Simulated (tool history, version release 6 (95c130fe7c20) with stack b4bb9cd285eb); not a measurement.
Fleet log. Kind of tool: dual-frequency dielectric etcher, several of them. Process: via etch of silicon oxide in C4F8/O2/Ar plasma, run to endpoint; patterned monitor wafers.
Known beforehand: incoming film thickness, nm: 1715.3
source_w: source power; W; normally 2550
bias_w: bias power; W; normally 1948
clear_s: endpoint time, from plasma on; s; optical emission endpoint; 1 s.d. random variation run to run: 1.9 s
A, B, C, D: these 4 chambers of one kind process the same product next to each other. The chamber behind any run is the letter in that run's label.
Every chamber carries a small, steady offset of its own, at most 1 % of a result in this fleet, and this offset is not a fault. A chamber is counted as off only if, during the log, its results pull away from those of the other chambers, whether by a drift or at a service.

| run | day | source_w | bias_w | hours since the last wet clean | hours since the last source power generator calibration | hours since the last bias power generator calibration | clear_s |
|---|---|---|---|---|---|---|---|
| 1A | 0.129 | 2550 | 1948 | 326.3 | 4133.5 | 2822.5 | 311.24 |
| 2C | 0.312 | 2550 | 1948 | 147.3 | 2870.7 | 2263.0 | 310.59 |
| 3D | 0.533 | 2550 | 1948 | 282.4 | 997.3 | 2012.4 | 308.52 |
| 4B | 0.675 | 2550 | 1948 | 81.0 | 279.0 | 2143.4 | 307.73 |
| 5B | 0.958 | 2550 | 1948 | 87.8 | 285.8 | 2150.2 | 307.81 |
| 6C | 1.217 | 2550 | 1948 | 169.0 | 2892.4 | 2284.7 | 312.08 |
| 7D | 1.425 | 2550 | 1948 | 303.8 | 1018.7 | 2033.8 | 304.83 |
| 8A | 1.633 | 2550 | 1948 | 362.4 | 4169.6 | 2858.6 | 307.97 |
| 9B | 1.808 | 2550 | 1948 | 108.2 | 306.2 | 2170.6 | 307.58 |
| 10D | 1.988 | 2550 | 1948 | 317.3 | 1032.2 | 2047.3 | 306.44 |
| 11A | 2.150 | 2550 | 1948 | 374.8 | 4182.0 | 2871.0 | 309.99 |
| 12C | 2.396 | 2550 | 1948 | 197.3 | 2920.7 | 2313.0 | 311.97 |
| 13A | 2.546 | 2550 | 1948 | 384.3 | 4191.5 | 2880.5 | 310.86 |
| 14B | 2.717 | 2550 | 1948 | 130.0 | 328.0 | 2192.4 | 308.38 |
| 15D | 2.867 | 2550 | 1948 | 338.4 | 1053.3 | 2068.4 | 308.34 |
| 16C | 3.158 | 2550 | 1948 | 215.6 | 2939.0 | 2331.3 | 313.05 |
| 17C | 3.400 | 2550 | 1948 | 221.4 | 2944.8 | 2337.1 | 313.87 |
| 18D | 3.567 | 2550 | 1948 | 355.2 | 1070.1 | 2085.2 | 304.71 |
| 19A | 3.783 | 2550 | 1948 | 414.0 | 4221.2 | 2910.2 | 306.73 |
| 20B | 4.050 | 2930 | 2340 | 162.0 | 360.0 | 2224.4 | 275.01 |
| 21B | 4.321 | 2930 | 2340 | 168.5 | 366.5 | 2230.9 | 273.40 |
| 22C | 4.621 | 2930 | 2340 | 250.7 | 2974.1 | 2366.4 | 276.79 |
| 23A | 4.775 | 2930 | 2340 | 437.8 | 4245.0 | 2934.0 | 279.66 |
| 24D | 5.058 | 2550 | 1948 | 391.0 | 1105.9 | 2121.0 | 308.45 |
| 25B | 5.217 | 2550 | 1948 | 190.0 | 388.0 | 2252.4 | 308.39 |
| 26C | 5.388 | 2550 | 1948 | 269.1 | 2992.5 | 2384.8 | 311.72 |
| 27D | 5.533 | 2550 | 1948 | 402.4 | 1117.3 | 2132.4 | 306.54 |
| 28A | 5.754 | 2550 | 1948 | 461.3 | 4268.5 | 2957.5 | 307.55 |
| 29A | 6.058 | 2550 | 1948 | 468.6 | 4275.8 | 2964.8 | 309.28 |
| 30B | 6.217 | 2550 | 1948 | 214.0 | 412.0 | 2276.4 | 306.31 |
| 31C | 6.379 | 2550 | 1948 | 292.9 | 3016.3 | 2408.6 | 312.05 |
| 32D | 6.538 | 2550 | 1948 | 426.5 | 1141.4 | 2156.5 | 308.82 |
| 33D | 6.758 | 2550 | 1948 | 431.8 | 1146.7 | 2161.8 | 305.79 |
| 34C | 6.971 | 2550 | 1948 | 307.1 | 3030.5 | 2422.8 | 312.71 |
| 35B | 7.142 | 2550 | 1948 | 236.2 | 434.2 | 2298.6 | 304.75 |
| 36A | 7.300 | 2550 | 1948 | 498.4 | 4305.6 | 2994.6 | 310.42 |
| 37B | 7.600 | 2550 | 1948 | 247.2 | 445.2 | 2309.6 | 307.00 |
| 38D | 7.750 | 2550 | 1948 | 455.6 | 1170.5 | 2185.6 | 307.78 |
| 39A | 7.962 | 2550 | 1948 | 514.3 | 4321.5 | 3010.5 | 306.80 |
| 40C | 8.108 | 2550 | 1948 | 334.4 | 3057.8 | 2450.1 | 309.19 |
| 41C | 8.417 | 1990 | 1948 | 341.8 | 3065.2 | 2457.5 | 339.90 |

Read the log: is a single chamber off, either drifting away or since a service, is the gauge that measures every chamber drifting, or is nothing wrong beyond small per-chamber offsets? Name any odd chamber and what most likely caused it.

No chamber stands off beyond its own small offset, and the gauge holds steady.
